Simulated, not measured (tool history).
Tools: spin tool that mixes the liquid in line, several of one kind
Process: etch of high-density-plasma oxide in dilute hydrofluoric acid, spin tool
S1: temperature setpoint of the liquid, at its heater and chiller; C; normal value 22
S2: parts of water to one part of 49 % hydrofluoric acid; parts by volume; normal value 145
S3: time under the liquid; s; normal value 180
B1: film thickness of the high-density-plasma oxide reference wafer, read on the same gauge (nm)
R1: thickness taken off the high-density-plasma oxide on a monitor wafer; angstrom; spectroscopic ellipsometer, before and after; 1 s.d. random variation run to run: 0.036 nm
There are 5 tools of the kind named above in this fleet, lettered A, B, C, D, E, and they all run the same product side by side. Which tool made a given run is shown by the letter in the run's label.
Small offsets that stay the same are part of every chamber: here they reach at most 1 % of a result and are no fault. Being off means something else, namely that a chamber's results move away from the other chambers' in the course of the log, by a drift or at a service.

Run 1B, day 0.271: usual settings; B1 49.997. Result: R1 55.337 angstrom.
Run 2A, day 0.812: usual settings; B1 50.01. Result: R1 55.922 angstrom.
Run 3C, day 1.362: usual settings; B1 49.988. Result: R1 55.467 angstrom.
Run 4D, day 1.738: usual settings; B1 49.975. Result: R1 55.957 angstrom.
Run 5E, day 2.15: usual settings; B1 50.006. Result: R1 55.199 angstrom.
Run 6D, day 2.446: usual settings; B1 49.992. Result: R1 55.481 angstrom.
Run 7E, day 2.712: usual settings; B1 49.982. Result: R1 55.197 angstrom.
At day 2.775: chamber D: hydrofluoric acid flow meter replaced.
Run 8B, day 3.025: usual settings but S2 115 parts by volume, S3 110 s; B1 49.986. Result: R1 43.221 angstrom.
Run 9A, day 3.488: usual settings but S2 115 parts by volume, S3 110 s; B1 50.002. Result: R1 44.26 angstrom.
Run 10C, day 4.05: usual settings but S2 115 parts by volume, S3 110 s; B1 49.976. Result: R1 43.622 angstrom.
Run 11C, day 4.383: usual settings but S2 115 parts by volume, S3 110 s; B1 49.977. Result: R1 44.118 angstrom.
At day 4.85: chamber B: hydrofluoric acid flow meter replaced.
Run 12E, day 4.938: usual settings but S2 115 parts by volume, S3 110 s; B1 50.009. Result: R1 44.234 angstrom.
Run 13D, day 5.504: usual settings but S1 27 C; B1 50. Result: R1 67.288 angstrom.
Run 14A, day 5.95: usual settings but S1 27 C; B1 49.988. Result: R1 68.227 angstrom.
Run 15B, day 6.475: usual settings but S1 27 C; B1 49.985. Result: R1 66.53 angstrom.
Run 16C, day 6.788: usual settings but S1 27 C; B1 50.018. Result: R1 67.948 angstrom.
Run 17B, day 7.383: usual settings but S1 27 C; B1 50.002. Result: R1 66.873 angstrom.
Run 18A, day 7.821: usual settings; B1 49.987. Result: R1 55.033 angstrom.
Run 19E, day 8.162: usual settings but S3 85 s; B1 49.979. Result: R1 25.936 angstrom.
Run 20D, day 8.542: usual settings but S3 85 s; B1 49.995. Result: R1 26.09 angstrom.
Run 21E, day 9.008: usual settings but S3 85 s; B1 49.982. Result: R1 26.16 angstrom.
Run 22A, day 9.296: usual settings but S3 85 s; B1 49.978. Result: R1 26.373 angstrom.
Run 23C, day 9.9: usual settings but S3 85 s; B1 50.03. Result: R1 27.021 angstrom.
Run 24D, day 10.242: usual settings; B1 49.969. Result: R1 55.045 angstrom.
Run 25B, day 10.662: usual settings; B1 50.042. Result: R1 55.312 angstrom.
Run 26E, day 11.229: usual settings; B1 49.977. Result: R1 55.173 angstrom.
Run 27A, day 11.771: usual settings; B1 49.977. Result: R1 56.155 angstrom.
Run 28B, day 12.046: usual settings; B1 50.005. Result: R1 55.474 angstrom.
Run 29C, day 12.542: usual settings; B1 50.01. Result: R1 58.393 angstrom.
Run 30D, day 12.892: usual settings; B1 49.967. Result: R1 54.681 angstrom.
At day 13.371: chamber C: hydrofluoric acid flow meter replaced.
Run 31D, day 13.492: usual settings but S2 205 parts by volume; B1 49.993. Result: R1 36.839 angstrom.
Run 32A, day 13.958: usual settings but S2 205 parts by volume; B1 50. Result: R1 36.686 angstrom.
Run 33C, day 14.504: usual settings but S2 205 parts by volume; B1 50.006. Result: R1 39.662 angstrom.
Run 34E, day 15.033: usual settings but S2 205 parts by volume; B1 50.006. Result: R1 36.662 angstrom.

Predict what each chamber gives when all 5 of them run the settings below next.
Run 35A, day 15.462: usual settings. Result: R1 ?.
Run 35B, day 15.462: usual settings. Result: R1 ?.
Run 35C, day 15.462: usual settings. Result: R1 ?.
Run 35D, day 15.462: usual settings. Result: R1 ?.
Run 35E, day 15.462: usual settings. Result: R1 ?.

run      R1
35A  56.343
35B  56.319
35C  59.558
35D  54.972
35E  56.001
